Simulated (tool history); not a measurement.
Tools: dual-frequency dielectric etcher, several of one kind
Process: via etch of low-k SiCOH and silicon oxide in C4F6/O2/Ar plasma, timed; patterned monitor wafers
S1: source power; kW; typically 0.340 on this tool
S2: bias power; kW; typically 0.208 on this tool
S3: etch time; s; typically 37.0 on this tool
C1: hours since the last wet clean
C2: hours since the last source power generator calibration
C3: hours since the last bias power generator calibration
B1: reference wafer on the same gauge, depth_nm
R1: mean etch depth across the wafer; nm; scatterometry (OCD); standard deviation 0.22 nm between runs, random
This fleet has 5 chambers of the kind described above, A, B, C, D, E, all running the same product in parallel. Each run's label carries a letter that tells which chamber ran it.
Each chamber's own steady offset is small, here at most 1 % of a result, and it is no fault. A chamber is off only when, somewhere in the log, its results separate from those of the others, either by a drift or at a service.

run   hour     S1     S2    S3     C1      C2      C3      B1       R1
 1A    3.8  0.340  0.208  37.0  257.7   492.4  1535.0  91.488   85.678
 2C    9.1  0.340  0.208  37.0  233.7  1630.6   357.5  91.566   86.707
 3D   13.4  0.340  0.208  37.0  316.9   590.2  1374.2  91.498   85.874
 4E   18.9  0.340  0.208  37.0  416.4  3150.5   803.3  91.552   86.868
 5B   25.6  0.340  0.208  37.0  316.4  2084.3  2905.4  91.497   86.423
 6A   30.1  0.360  0.208  45.0  284.0   518.7  1561.3  91.534  106.480
 7D   35.9  0.360  0.208  45.0  339.4   612.7  1396.7  91.514  106.490
 8B   40.1  0.360  0.208  45.0  330.9  2098.8  2919.9  91.498  107.340
 9C   46.7  0.360  0.208  45.0  271.3  1668.2   395.1  91.468  107.400
10E   50.1  0.360  0.208  45.0  447.6  3181.7   834.5  91.526  107.700
11C   53.4  0.340  0.208  37.0  278.0  1674.9   401.8  91.494   86.782
12D   56.7  0.290  0.208  37.0  360.2   633.5  1417.5  91.516   80.789
13B   61.4  0.290  0.208  37.0  352.2  2120.1  2941.2  91.486   81.182
      63.7  -- chamber B: wet clean of the chamber
14A   65.9  0.290  0.208  37.0  319.8   554.5  1597.1  91.510   80.789
15E   70.3  0.290  0.208  37.0  467.8  3201.9   854.7  91.479   81.788
16E   73.9  0.290  0.208  37.0  471.4  3205.5   858.3  91.517   81.775
17B   79.7  0.340  0.208  37.0   16.1  2138.4  2959.5  91.521   86.424
18C   85.8  0.340  0.208  37.0  310.4  1707.3   434.2  91.490   85.749
      86.8  -- chamber E: wet clean of the chamber
19D   90.6  0.340  0.208  37.0  394.1   667.4  1451.4  91.541   85.805
      92.3  -- chamber C: wet clean of the chamber
20A   93.7  0.340  0.208  37.0  347.6   582.3  1624.9  91.497   85.784
21C   98.8  0.340  0.208  37.0    6.5  1720.3   447.2  91.504   86.180
22B  103.5  0.340  0.208  37.0   39.9  2162.2  2983.3  91.563   86.038
23E  109.2  0.340  0.208  37.0   22.5  3240.8   893.6  91.491   88.813
24A  112.9  0.340  0.208  26.5  366.8   601.5  1644.1  91.510   61.239
25D  116.6  0.340  0.208  26.5  420.1   693.4  1477.4  91.435   61.789
26B  119.9  0.340  0.208  26.5   56.3  2178.6  2999.7  91.484   61.869
27A  124.5  0.340  0.208  26.5  378.4   613.1  1655.7  91.459   61.557
28D  128.5  0.340  0.208  26.5  432.0   705.3  1489.3  91.448   61.514
29C  134.7  0.340  0.208  37.0   42.4  1756.2   483.1  91.514   86.283
     138.6  -- chamber D: wet clean of the chamber
30E  141.3  0.340  0.208  37.0   54.6  3272.9   925.7  91.505   87.764
31D  145.5  0.340  0.208  37.0    6.9   722.3  1506.3  91.499   85.995
32C  151.8  0.340  0.208  37.0   59.5  1773.3   500.2  91.599   86.367
33E  156.7  0.340  0.208  37.0   70.0  3288.3   941.1  91.470   88.376
34B  162.5  0.340  0.208  37.0   98.9  2221.2  3042.3  91.514   85.867
35A  167.9  0.340  0.250  29.5  421.8   656.5  1699.1  91.494   72.681
36B  172.8  0.340  0.250  29.5  109.2  2231.5  3052.6  91.578   73.161
37D  178.0  0.340  0.250  29.5   39.4   754.8  1538.8  91.465   72.756
38A  181.3  0.340  0.250  29.5  435.2   669.9  1712.5  91.478   72.741
39C  186.3  0.340  0.250  29.5   94.0  1807.8   534.7  91.500   73.392
40E  190.9  0.340  0.208  37.0  104.2  3322.5   975.3  91.491   88.093
41E  196.7  0.340  0.187  37.0  110.0  3328.3   981.1  91.536   85.375

Next, all 5 chambers run the settings below, one line each with question marks for the results. What does each chamber give?
42A  201.6  0.340  0.183  37.0                   ?
42B  201.6  0.340  0.183  37.0                   ?
42C  201.6  0.340  0.183  37.0                   ?
42D  201.6  0.340  0.183  37.0                   ?
42E  201.6  0.340  0.183  37.0                   ?

run      R1
42A  82.507
42B  82.702
42C  83.162
42D  82.503
42E  84.505
